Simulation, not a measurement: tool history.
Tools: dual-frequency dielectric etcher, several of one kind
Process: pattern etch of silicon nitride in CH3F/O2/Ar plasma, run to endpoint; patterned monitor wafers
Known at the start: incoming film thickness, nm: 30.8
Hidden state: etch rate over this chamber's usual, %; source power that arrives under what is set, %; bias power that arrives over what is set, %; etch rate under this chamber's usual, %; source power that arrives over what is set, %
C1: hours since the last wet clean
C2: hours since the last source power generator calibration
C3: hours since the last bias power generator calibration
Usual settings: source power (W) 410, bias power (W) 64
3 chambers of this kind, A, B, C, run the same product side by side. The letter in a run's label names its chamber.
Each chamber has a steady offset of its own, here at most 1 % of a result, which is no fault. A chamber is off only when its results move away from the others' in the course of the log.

Run 1A, hour 5.3: usual settings; C1 132; C2 744.5; C3 1137.2. Result: endpoint time (s) 46.318.
Run 2B, hour 9.5: usual settings; C1 421.7; C2 952; C3 436.4. Result: endpoint time (s) 46.409.
Run 3C, hour 16.8: usual settings; C1 39.3; C2 2356; C3 1433.8. Result: endpoint time (s) 45.814.
Run 4C, hour 24.6: usual settings; C1 47.1; C2 2363.8; C3 1441.6. Result: endpoint time (s) 45.853.
Run 5A, hour 31.9: usual settings but source power (W) 340, bias power (W) 74; C1 158.6; C2 771.1; C3 1163.8. Result: endpoint time (s) 47.469.
Run 6B, hour 36.3: usual settings but source power (W) 340, bias power (W) 74; C1 448.5; C2 978.8; C3 463.2. Result: endpoint time (s) 47.292.
Run 7A, hour 43.8: usual settings but source power (W) 340, bias power (W) 74; C1 170.5; C2 783; C3 1175.7. Result: endpoint time (s) 47.457.
Run 8C, hour 48.2: usual settings; C1 70.7; C2 2387.4; C3 1465.2. Result: endpoint time (s) 45.68.
Run 9B, hour 53.9: usual settings; C1 466.1; C2 996.4; C3 480.8. Result: endpoint time (s) 46.212.
Run 10C, hour 60.9: usual settings; C1 83.4; C2 2400.1; C3 1477.9. Result: endpoint time (s) 45.7.
Run 11B, hour 69.2: usual settings but bias power (W) 75; C1 481.4; C2 1011.7; C3 496.1. Result: endpoint time (s) 43.581.
Run 12A, hour 77: usual settings but bias power (W) 75; C1 203.7; C2 816.2; C3 1208.9. Result: endpoint time (s) 43.599.
Run 13C, hour 84.3: usual settings but bias power (W) 75; C1 106.8; C2 2423.5; C3 1501.3. Result: endpoint time (s) 43.642.
Run 14A, hour 90.3: usual settings; C1 217; C2 829.5; C3 1222.2. Result: endpoint time (s) 45.664.
Run 15B, hour 95.7: usual settings but bias power (W) 74; C1 507.9; C2 1038.2; C3 522.6. Result: endpoint time (s) 43.884.
Run 16B, hour 104.1: usual settings but bias power (W) 74; C1 516.3; C2 1046.6; C3 531. Result: endpoint time (s) 43.942.
Run 17A, hour 111.7: usual settings but bias power (W) 74; C1 238.4; C2 850.9; C3 1243.6. Result: endpoint time (s) 42.966.
Run 18C, hour 116.1: usual settings; C1 138.6; C2 2455.3; C3 1533.1. Result: endpoint time (s) 45.507.
Run 19A, hour 123.4: usual settings; C1 250.1; C2 862.6; C3 1255.3. Result: endpoint time (s) 45.027.
Run 20B, hour 131.5: usual settings; C1 543.7; C2 1074; C3 558.4. Result: endpoint time (s) 46.055.
Run 21C, hour 140.7: usual settings; C1 163.2; C2 2479.9; C3 1557.7. Result: endpoint time (s) 45.803.
Run 22B, hour 148.8: usual settings; C1 561; C2 1091.3; C3 575.7. Result: endpoint time (s) 46.184.
Run 23A, hour 155.7: usual settings; C1 282.4; C2 894.9; C3 1287.6. Result: endpoint time (s) 44.955.
Run 24C, hour 161.9: usual settings; C1 184.4; C2 2501.1; C3 1578.9. Result: endpoint time (s) 45.79.
Run 25C, hour 170.7: usual settings; C1 193.2; C2 2509.9; C3 1587.7. Result: endpoint time (s) 45.666.
Run 26A, hour 177.7: usual settings; C1 304.4; C2 916.9; C3 1309.6. Result: endpoint time (s) 44.013.
Run 27B, hour 186.9: usual settings but source power (W) 350; C1 599.1; C2 1129.4; C3 613.8. Result: endpoint time (s) 48.958.

Is one chamber off against the others, does the gauge drift, or is nothing wrong? If a chamber is off, say which, and what the likeliest cause is.

Chamber A drifts away from the others.
Cause: etch rate over this chamber's usual, % = 5.19.

Here are 4 candidates for chamber A's next run, each the usual settings with a change, their results left as question marks. Which one brings its results back in line with what the others give on the usual settings?
In line means no further than this from the other chambers' mean on the usual settings: endpoint time (s) 0.59
Run 28A-1, hour 193.6: usual settings but source power (W) 470, bias power (W) 72. Result: endpoint time (s) ?.
Run 28A-2, hour 193.6: usual settings but source power (W) 370. Result: endpoint time (s) ?.
Run 28A-3, hour 193.6: usual settings but source power (W) 440, bias power (W) 68. Result: endpoint time (s) ?.
Run 28A-4, hour 193.6: usual settings but bias power (W) 49. Result: endpoint time (s) ?.

The other chambers' mean on the usual settings: endpoint time (s) 45.919
  run  endpoint time (s)
28A-1             40.144
28A-2             45.826
28A-3             41.988
28A-4             48.071
28A-2 brings the chamber back in line.
